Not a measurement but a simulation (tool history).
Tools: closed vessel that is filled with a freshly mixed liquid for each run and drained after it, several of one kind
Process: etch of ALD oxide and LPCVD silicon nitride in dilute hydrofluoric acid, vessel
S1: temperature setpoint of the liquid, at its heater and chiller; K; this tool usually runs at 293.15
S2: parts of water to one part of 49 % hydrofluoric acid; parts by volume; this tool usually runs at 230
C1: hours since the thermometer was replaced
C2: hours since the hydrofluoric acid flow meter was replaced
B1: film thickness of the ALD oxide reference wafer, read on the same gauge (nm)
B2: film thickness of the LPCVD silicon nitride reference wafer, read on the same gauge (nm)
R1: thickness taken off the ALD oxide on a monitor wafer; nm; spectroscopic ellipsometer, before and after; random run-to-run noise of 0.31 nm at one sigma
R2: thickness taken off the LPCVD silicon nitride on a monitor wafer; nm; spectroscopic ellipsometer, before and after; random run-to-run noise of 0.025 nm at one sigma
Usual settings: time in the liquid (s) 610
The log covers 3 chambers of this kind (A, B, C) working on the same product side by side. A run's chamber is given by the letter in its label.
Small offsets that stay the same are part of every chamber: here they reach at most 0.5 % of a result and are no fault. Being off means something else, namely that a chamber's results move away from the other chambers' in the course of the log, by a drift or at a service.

Run 1A, hour 2.7: usual settings; C1 1002.2; C2 1389.3; B1 59.977; B2 110.01. Result: R1 37.276 nm, R2 0.88644 nm.
Run 2C, hour 7.6: usual settings; C1 125.5; C2 188.6; B1 60.006; B2 109.98. Result: R1 37.462 nm, R2 0.87605 nm.
Run 3B, hour 11.8: usual settings; C1 800.4; C2 475.5; B1 59.979; B2 109.97. Result: R1 37.331 nm, R2 0.92497 nm.
Run 4A, hour 15.1: usual settings; C1 1014.6; C2 1401.7; B1 59.973; B2 110.00. Result: R1 37.232 nm, R2 0.89058 nm.
Run 5B, hour 19.0: usual settings; C1 807.6; C2 482.7; B1 60.001; B2 109.93. Result: R1 37.117 nm, R2 0.91188 nm.
Run 6C, hour 21.6: usual settings; C1 139.5; C2 202.6; B1 59.981; B2 110.01. Result: R1 37.950 nm, R2 0.95369 nm.
Run 7A, hour 24.6: usual settings; C1 1024.1; C2 1411.2; B1 60.015; B2 109.97. Result: R1 37.261 nm, R2 0.92167 nm.
Run 8C, hour 28.6: usual settings but S1 290.15 K; C1 146.5; C2 209.6; B1 60.006; B2 109.97. Result: R1 33.403 nm, R2 0.72393 nm.
Run 9B, hour 31.6: usual settings but S1 290.15 K; C1 820.2; C2 495.3; B1 60.017; B2 110.05. Result: R1 32.843 nm, R2 0.74972 nm.
Run 10C, hour 35.0: usual settings but S1 290.15 K; C1 152.9; C2 216.0; B1 59.942; B2 110.00. Result: R1 32.647 nm, R2 0.70881 nm.
Run 11B, hour 40.3: usual settings; C1 828.9; C2 504.0; B1 59.972; B2 109.99. Result: R1 37.625 nm, R2 0.90191 nm.
Run 12A, hour 44.9: usual settings; C1 1044.4; C2 1431.5; B1 60.001; B2 109.96. Result: R1 36.457 nm, R2 0.86029 nm.
Run 13C, hour 49.6: usual settings; C1 167.5; C2 230.6; B1 59.957; B2 110.04. Result: R1 37.529 nm, R2 0.88836 nm.
Run 14A, hour 52.9: usual settings; C1 1052.4; C2 1439.5; B1 59.970; B2 109.98. Result: R1 36.230 nm, R2 0.80605 nm.
Run 15B, hour 56.0: usual settings; C1 844.6; C2 519.7; B1 59.974; B2 109.98. Result: R1 37.716 nm, R2 0.90827 nm.
Run 16C, hour 61.5: usual settings; C1 179.4; C2 242.5; B1 59.996; B2 110.03. Result: R1 37.215 nm, R2 0.86960 nm.
Run 17A, hour 66.4: usual settings; C1 1065.9; C2 1453.0; B1 59.991; B2 109.98. Result: R1 36.067 nm, R2 0.85484 nm.
Run 18B, hour 69.0: usual settings; C1 857.6; C2 532.7; B1 60.024; B2 109.99. Result: R1 37.692 nm, R2 0.89055 nm.
Run 19A, hour 73.1: usual settings; C1 1072.6; C2 1459.7; B1 59.983; B2 109.96. Result: R1 35.453 nm, R2 0.82980 nm.
Run 20C, hour 77.5: usual settings; C1 195.4; C2 258.5; B1 60.011; B2 109.99. Result: R1 37.229 nm, R2 0.88926 nm.
Run 21B, hour 81.1: usual settings; C1 869.7; C2 544.8; B1 59.995; B2 109.99. Result: R1 37.018 nm, R2 0.90345 nm.
Run 22A, hour 84.1: usual settings but S1 296.15 K, time in the liquid (s) 500; C1 1083.6; C2 1470.7; B1 59.989; B2 110.02. Result: R1 32.662 nm, R2 0.83964 nm.
Run 23C, hour 88.6: usual settings but S1 296.15 K, time in the liquid (s) 500; C1 206.5; C2 269.6; B1 60.015; B2 110.02. Result: R1 34.030 nm, R2 0.89456 nm.
Run 24B, hour 92.0: usual settings but S1 296.15 K, time in the liquid (s) 500; C1 880.6; C2 555.7; B1 59.987; B2 109.98. Result: R1 34.215 nm, R2 0.87701 nm.
Run 25C, hour 96.6: usual settings; C1 214.5; C2 277.6; B1 59.988; B2 110.00. Result: R1 37.501 nm, R2 0.84511 nm.
Run 26A, hour 102.2: usual settings but S1 296.65 K, S2 320 parts by volume; C1 1101.7; C2 1488.8; B1 60.034; B2 109.96. Result: R1 26.252 nm, R2 0.76149 nm.
Run 27B, hour 105.8: usual settings but S1 296.65 K, S2 320 parts by volume; C1 894.4; C2 569.5; B1 59.960; B2 109.97. Result: R1 27.347 nm, R2 0.81933 nm.
Run 28B, hour 109.4: usual settings but S1 296.65 K, S2 320 parts by volume; C1 898.0; C2 573.1; B1 59.991; B2 110.04. Result: R1 28.144 nm, R2 0.78800 nm.

Next, every chamber runs the same settings. What will each give?
Run 29A, hour 113.5: usual settings but time in the liquid (s) 295. Result: R1 ?, R2 ?.
Run 29B, hour 113.5: usual settings but time in the liquid (s) 295. Result: R1 ?, R2 ?.
Run 29C, hour 113.5: usual settings but time in the liquid (s) 295. Result: R1 ?, R2 ?.

run      R1       R2
29A  16.656  0.38776
29B  18.060  0.42654
29C  18.066  0.42727

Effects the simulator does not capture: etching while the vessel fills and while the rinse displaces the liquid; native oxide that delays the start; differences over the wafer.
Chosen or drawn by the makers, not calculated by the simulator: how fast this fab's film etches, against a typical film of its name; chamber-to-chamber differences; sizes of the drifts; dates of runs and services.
